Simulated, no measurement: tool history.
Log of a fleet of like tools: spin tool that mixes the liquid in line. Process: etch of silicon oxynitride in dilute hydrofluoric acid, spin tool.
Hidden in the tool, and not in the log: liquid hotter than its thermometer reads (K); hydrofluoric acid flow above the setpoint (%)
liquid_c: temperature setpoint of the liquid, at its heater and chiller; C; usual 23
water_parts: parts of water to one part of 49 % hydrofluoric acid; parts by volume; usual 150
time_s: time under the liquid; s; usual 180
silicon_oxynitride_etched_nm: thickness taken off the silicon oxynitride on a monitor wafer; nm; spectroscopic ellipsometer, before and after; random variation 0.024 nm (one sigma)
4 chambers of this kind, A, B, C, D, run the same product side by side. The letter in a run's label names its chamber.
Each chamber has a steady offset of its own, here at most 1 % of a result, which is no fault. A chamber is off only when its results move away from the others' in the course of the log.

run	hour	liquid_c	water_parts	time_s	hours since the thermometer was replaced	hours since the hydrofluoric acid flow meter was replaced	read-back film thickness of the silicon oxynitride reference wafer, read on the same gauge (nm)	silicon_oxynitride_etched_nm
1A	13.5	23	150	180	1744.3	542	109.98	2.4505
2D	26.7	23	150	180	1374.7	68.4	109.98	2.4363
3C	39	23	150	180	1477.3	667	109.98	2.4409
4B	45.7	23	150	180	185.5	1400.7	110.02	2.4149
5B	54.1	23	150	180	193.9	1409.1	109.98	2.3724
6A	65.3	18.5	190	180	1796.1	593.8	110.04	1.5505
7C	80	18.5	190	180	1518.3	708	110	1.5199
8D	94	18.5	190	180	1442	135.7	110.01	1.5141
9D	102.6	18.5	190	180	1450.6	144.3	110.01	1.5343
10B	114.3	23	150	180	254.1	1469.3	110	2.472
11A	121.8	23	150	180	1852.6	650.3	110	2.4209
# hour 124.8: chamber C: thermometer replaced
12C	133.8	23	150	180	9	761.8	109.99	2.4795
13C	144.6	23	150	180	19.8	772.6	110	2.44
14A	157.3	21.5	150	235	1888.1	685.8	110	2.9691
# hour 162.2: chamber A: thermometer replaced
15D	170.9	21.5	150	235	1518.9	212.6	110.01	2.9844
16B	183.7	21.5	150	235	323.5	1538.7	110	2.9362
17C	191.2	21.5	150	235	66.4	819.2	109.99	3.0197
18B	204.8	23	150	180	344.6	1559.8	109.98	2.4041
19D	215.6	23	150	180	1563.6	257.3	109.99	2.495
20A	224.3	23	150	180	62.1	752.8	110.02	2.3984
21D	234.7	23	150	180	1582.7	276.4	109.99	2.4724
22A	242.2	23	150	180	80	770.7	110	2.4323
23C	254	23	150	180	129.2	882	110	2.5296
24B	268.4	25.5	80	180	408.2	1623.4	110.02	5.3474
25B	279.4	25.5	80	180	419.2	1634.4	109.99	5.3098
26D	289.4	25.5	80	180	1637.4	331.1	109.98	5.518
# hour 290.6: chamber D: thermometer replaced
27A	302	25.5	80	180	139.8	830.5	109.98	5.3059
28C	316.5	23	150	105	191.7	944.5	109.98	1.466
29A	329.5	23	150	105	167.3	858	109.99	1.3893
30B	338.4	23	150	105	478.2	1693.4	109.97	1.39
31D	353.2	23	150	105	62.6	394.9	109.97	1.4175
32C	368	23	150	180	243.2	996	110.01	2.5209
33D	382.1	23	150	180	91.5	423.8	109.99	2.4435
34C	394.4	23	150	180	269.6	1022.4	110.02	2.6067
35A	405.8	23	150	180	243.6	934.3	110	2.4263
36B	414.5	23	150	180	554.3	1769.5	109.98	2.423
37B	428.8	23	150	180	568.6	1783.8	110.01	2.43
38A	439	23	150	180	276.8	967.5	109.99	2.3907
39C	453.1	23	150	180	328.3	1081.1	109.99	2.5991
40D	462.2	23	150	180	171.6	503.9	109.98	2.4475
41C	470.8	23	150	180	346	1098.8	110	2.6325
42A	482.7	23	150	180	320.5	1011.2	110.02	2.4114

Next, every chamber runs the same settings. What will each give?
43A	493.5	26.5	150	180				?
43B	493.5	26.5	150	180				?
43C	493.5	26.5	150	180				?
43D	493.5	26.5	150	180				?

run	silicon_oxynitride_etched_nm
43A	2.8185
43B	2.8682
43C	3.1135
43D	2.8489
